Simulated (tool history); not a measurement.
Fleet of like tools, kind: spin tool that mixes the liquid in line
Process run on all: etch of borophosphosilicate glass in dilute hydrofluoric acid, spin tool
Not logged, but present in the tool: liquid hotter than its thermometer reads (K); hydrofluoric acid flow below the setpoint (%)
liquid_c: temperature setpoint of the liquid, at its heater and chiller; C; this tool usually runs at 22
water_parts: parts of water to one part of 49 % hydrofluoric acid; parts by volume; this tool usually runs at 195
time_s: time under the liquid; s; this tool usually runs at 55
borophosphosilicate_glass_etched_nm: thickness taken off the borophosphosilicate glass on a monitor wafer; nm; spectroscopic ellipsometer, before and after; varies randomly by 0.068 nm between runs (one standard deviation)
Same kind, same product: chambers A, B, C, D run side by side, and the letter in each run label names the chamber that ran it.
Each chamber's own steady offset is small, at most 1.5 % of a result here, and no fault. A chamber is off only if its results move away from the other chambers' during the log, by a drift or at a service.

run,hour,liquid_c,water_parts,time_s,hours since the thermometer was replaced,hours since the hydrofluoric acid flow meter was replaced,"read-back film thickness of the borophosphosilicate glass reference wafer, read on the same gauge (nm)",borophosphosilicate_glass_etched_nm
1C,9.5,22,195,55,547.4,221.5,69.999,8.7894
2A,19,22,195,55,588.3,403.8,70.007,8.9153
3D,25.2,22,195,55,887.9,556.2,70.023,8.74
4B,33.8,22,195,55,1409.7,223.7,70.008,8.7409
5A,42.9,22,195,25,612.2,427.7,70.013,4.0001
6C,49,22,195,25,586.9,261,69.974,3.9683
7B,55.7,22,195,25,1431.6,245.6,70.019,3.9881
8D,62.7,22,195,25,925.4,593.7,70.002,4.0356
9C,67.3,22,195,55,605.2,279.3,70.001,8.7705
10B,76.5,22,155,55,1452.4,266.4,70.008,11.408
11A,85,22,155,55,654.3,469.8,69.991,11.759
12D,94.1,22,155,55,956.8,625.1,69.989,11.649
# hour 98.3: chamber A: hydrofluoric acid flow meter replaced
13D,101.5,22,155,55,964.2,632.5,70.013,11.519
14A,106.4,22,195,55,675.7,8.1,69.987,8.8392
15C,113.7,22,195,55,651.6,325.7,70.011,8.7963
16B,122.3,22,195,55,1498.2,312.2,70.011,8.6548
# hour 125.8: chamber A: thermometer replaced
17A,127,22,195,55,1.2,28.7,70.008,8.8366
18C,131.4,22,195,55,669.3,343.4,70.005,8.7357
19D,136.5,22,195,55,999.2,667.5,70.016,8.8175
20B,141.6,22,195,55,1517.5,331.5,69.986,8.6167
21B,147.2,22,195,55,1523.1,337.1,70.013,8.6312
22A,154.9,22,195,55,29.1,56.6,69.981,8.7352
23D,161.4,22,195,55,1024.1,692.4,70.009,8.8604
24C,165.9,22,195,55,703.8,377.9,70.006,8.8343
25D,172.9,22,195,55,1035.6,703.9,70.01,8.8128
26A,179.9,22,195,55,54.1,81.6,70.002,8.9068
27B,184.5,22,195,55,1560.4,374.4,70.015,8.6926
28C,188.7,22,195,55,726.6,400.7,69.981,8.7704
29C,193.2,22,195,55,731.1,405.2,70.014,8.8314
30A,198.7,22,195,55,72.9,100.4,70,8.8814
31B,207.2,22,195,55,1583.1,397.1,69.995,8.6294
32D,214.6,22,195,55,1077.3,745.6,69.998,8.9185
33C,222.7,22,195,55,760.6,434.7,70.016,8.8136
34B,228.6,22,265,55,1604.5,418.5,70.004,5.9635
35D,233.4,22,265,55,1096.1,764.4,70.016,5.9547
36A,241.1,22,265,55,115.3,142.8,69.983,6.0709
37C,246.3,22,265,55,784.2,458.3,70.004,6.0323

For the next run the whole fleet of 4 chambers uses the same settings. Give each chamber's results:
38A,253.1,22,135,55,,,,?
38B,253.1,22,135,55,,,,?
38C,253.1,22,135,55,,,,?
38D,253.1,22,135,55,,,,?

run,borophosphosilicate_glass_etched_nm
38A,13.61
38B,13.268
38C,13.433
38D,13.716
